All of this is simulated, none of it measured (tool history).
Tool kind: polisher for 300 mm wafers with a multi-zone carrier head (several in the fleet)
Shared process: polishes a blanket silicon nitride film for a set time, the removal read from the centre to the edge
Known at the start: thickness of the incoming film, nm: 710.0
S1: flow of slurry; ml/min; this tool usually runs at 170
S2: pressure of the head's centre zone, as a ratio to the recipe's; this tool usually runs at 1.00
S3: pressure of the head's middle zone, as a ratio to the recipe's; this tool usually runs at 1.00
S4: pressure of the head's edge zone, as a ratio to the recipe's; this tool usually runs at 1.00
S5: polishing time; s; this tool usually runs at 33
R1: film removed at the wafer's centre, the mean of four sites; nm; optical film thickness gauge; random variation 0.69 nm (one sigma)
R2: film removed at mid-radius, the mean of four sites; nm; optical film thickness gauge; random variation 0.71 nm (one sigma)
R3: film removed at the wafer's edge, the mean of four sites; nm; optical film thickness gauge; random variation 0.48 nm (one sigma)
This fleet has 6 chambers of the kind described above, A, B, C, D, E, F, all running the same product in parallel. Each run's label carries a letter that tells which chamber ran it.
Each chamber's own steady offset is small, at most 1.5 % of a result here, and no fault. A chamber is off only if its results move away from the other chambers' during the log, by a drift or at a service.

run	day	S1	S2	S3	S4	S5	R1	R2	R3
# day 0.354: chamber C: centre zone pressure recalibrated
# day 0.383: chamber B: worn pad replaced by a new one
1B	0.433	170	1.00	1.00	1.00	33	48.598	47.619	48.517
2D	0.800	170	1.00	1.00	1.00	33	49.227	47.660	48.811
3E	1.429	170	1.00	1.00	1.00	33	47.988	47.877	49.153
# day 1.521: chamber D: worn pad replaced by a new one
# day 1.933: chamber A: centre zone pressure recalibrated
# day 1.967: chamber D: edge zone pressure recalibrated
4F	2.000	170	1.00	1.00	1.00	33	48.625	47.997	48.787
# day 2.212: chamber A: worn pad replaced by a new one
5C	2.512	170	1.00	1.00	1.00	33	46.537	48.484	48.493
# day 2.875: chamber E: worn pad replaced by a new one
6A	3.150	170	1.00	1.00	1.00	33	47.971	47.805	48.098
7C	3.454	170	1.00	1.00	1.00	33	48.146	48.014	47.427
# day 3.662: chamber F: worn pad replaced by a new one
8F	3.912	170	1.00	1.00	1.00	33	47.880	48.816	49.082
9B	4.254	170	1.00	1.00	1.00	33	48.402	47.671	47.273
10A	4.542	170	1.00	1.00	1.00	33	47.816	48.704	47.893
11D	4.917	170	1.00	1.00	1.00	33	49.456	47.937	49.337
# day 5.108: chamber E: edge zone pressure recalibrated
12E	5.379	170	1.00	1.00	1.00	33	48.573	47.844	47.853
# day 5.496: chamber B: worn pad replaced by a new one
13F	5.896	170	1.11	1.09	1.00	33	53.284	52.786	48.478
# day 6.104: chamber C: worn pad replaced by a new one
14D	6.492	170	1.11	1.09	1.00	33	54.835	53.060	48.228
# day 6.788: chamber E: worn pad replaced by a new one
15C	6.808	170	1.11	1.09	1.00	33	52.834	50.923	48.025
# day 7.379: chamber F: worn pad replaced by a new one
16B	7.442	170	1.11	1.09	1.00	33	52.596	52.655	48.541
# day 7.762: chamber D: centre zone pressure recalibrated
17E	7.904	170	1.11	1.09	1.00	33	55.268	52.317	48.163
# day 8.096: chamber B: slurry nozzle cleaned
# day 8.271: chamber D: worn pad replaced by a new one
# day 8.375: chamber A: worn pad replaced by a new one
18A	8.475	170	1.11	1.09	1.00	33	51.268	50.759	46.087
19F	8.862	170	1.00	1.00	1.00	33	48.810	46.860	48.711
20A	9.379	170	1.00	1.00	1.00	33	46.447	47.227	46.768
21D	9.658	170	1.00	1.00	1.00	33	47.386	48.199	48.135
# day 9.904: chamber B: edge zone pressure recalibrated
# day 10.217: chamber E: worn pad replaced by a new one
22C	10.225	170	1.00	1.00	1.00	33	47.926	48.049	48.331
23B	10.638	170	1.00	1.00	1.00	33	48.560	47.267	47.939
# day 10.942: chamber B: worn pad replaced by a new one
24E	11.200	170	1.00	1.00	1.00	33	47.529	47.165	48.395
# day 11.254: chamber F: worn pad replaced by a new one
# day 11.508: chamber D: slurry nozzle cleaned
25B	11.525	170	1.00	1.00	0.92	38	55.655	55.747	52.623
26E	11.950	170	1.00	1.00	0.92	38	55.914	54.648	53.067
# day 12.325: chamber C: worn pad replaced by a new one
27C	12.533	170	1.00	1.00	0.92	38	55.638	54.886	53.373
28F	12.879	170	1.00	1.00	0.92	38	55.155	54.805	53.847
29A	13.388	170	1.00	1.00	0.92	38	51.213	53.985	50.455
# day 13.408: chamber E: worn pad replaced by a new one
# day 13.712: chamber D: worn pad replaced by a new one
30D	13.821	170	1.00	1.00	0.92	38	56.099	56.211	53.404
31E	14.450	170	1.00	1.00	1.00	33	48.329	48.124	48.425
# day 14.596: chamber C: slurry nozzle cleaned
32F	14.825	170	1.00	1.00	1.00	33	48.074	47.771	47.956
# day 15.267: chamber A: worn pad replaced by a new one
# day 15.358: chamber F: worn pad replaced by a new one
33A	15.412	170	1.00	1.00	1.00	33	43.746	44.961	45.803
# day 15.521: chamber B: worn pad replaced by a new one
34D	16.054	170	1.07	1.00	1.00	21	33.067	30.930	30.950
35B	16.342	170	1.07	1.00	1.00	21	33.625	30.520	30.024
36C	16.817	170	1.07	1.00	1.00	21	32.263	30.713	31.252
37F	17.446	170	1.07	1.00	1.00	21	33.405	30.140	30.881
38B	18.042	170	1.07	1.00	1.00	21	32.131	31.217	30.614

All chambers now run identical settings, listed one chamber a line with results as question marks. What results will each chamber show?
39A	18.504	170	1.00	1.00	1.00	33	?	?	?
39B	18.504	170	1.00	1.00	1.00	33	?	?	?
39C	18.504	170	1.00	1.00	1.00	33	?	?	?
39D	18.504	170	1.00	1.00	1.00	33	?	?	?
39E	18.504	170	1.00	1.00	1.00	33	?	?	?
39F	18.504	170	1.00	1.00	1.00	33	?	?	?

run	R1	R2	R3
39A	43.536	43.599	45.473
39B	49.050	48.701	47.134
39C	46.527	48.406	48.207
39D	48.575	47.752	47.822
39E	48.695	47.751	48.206
39F	48.615	47.403	48.289
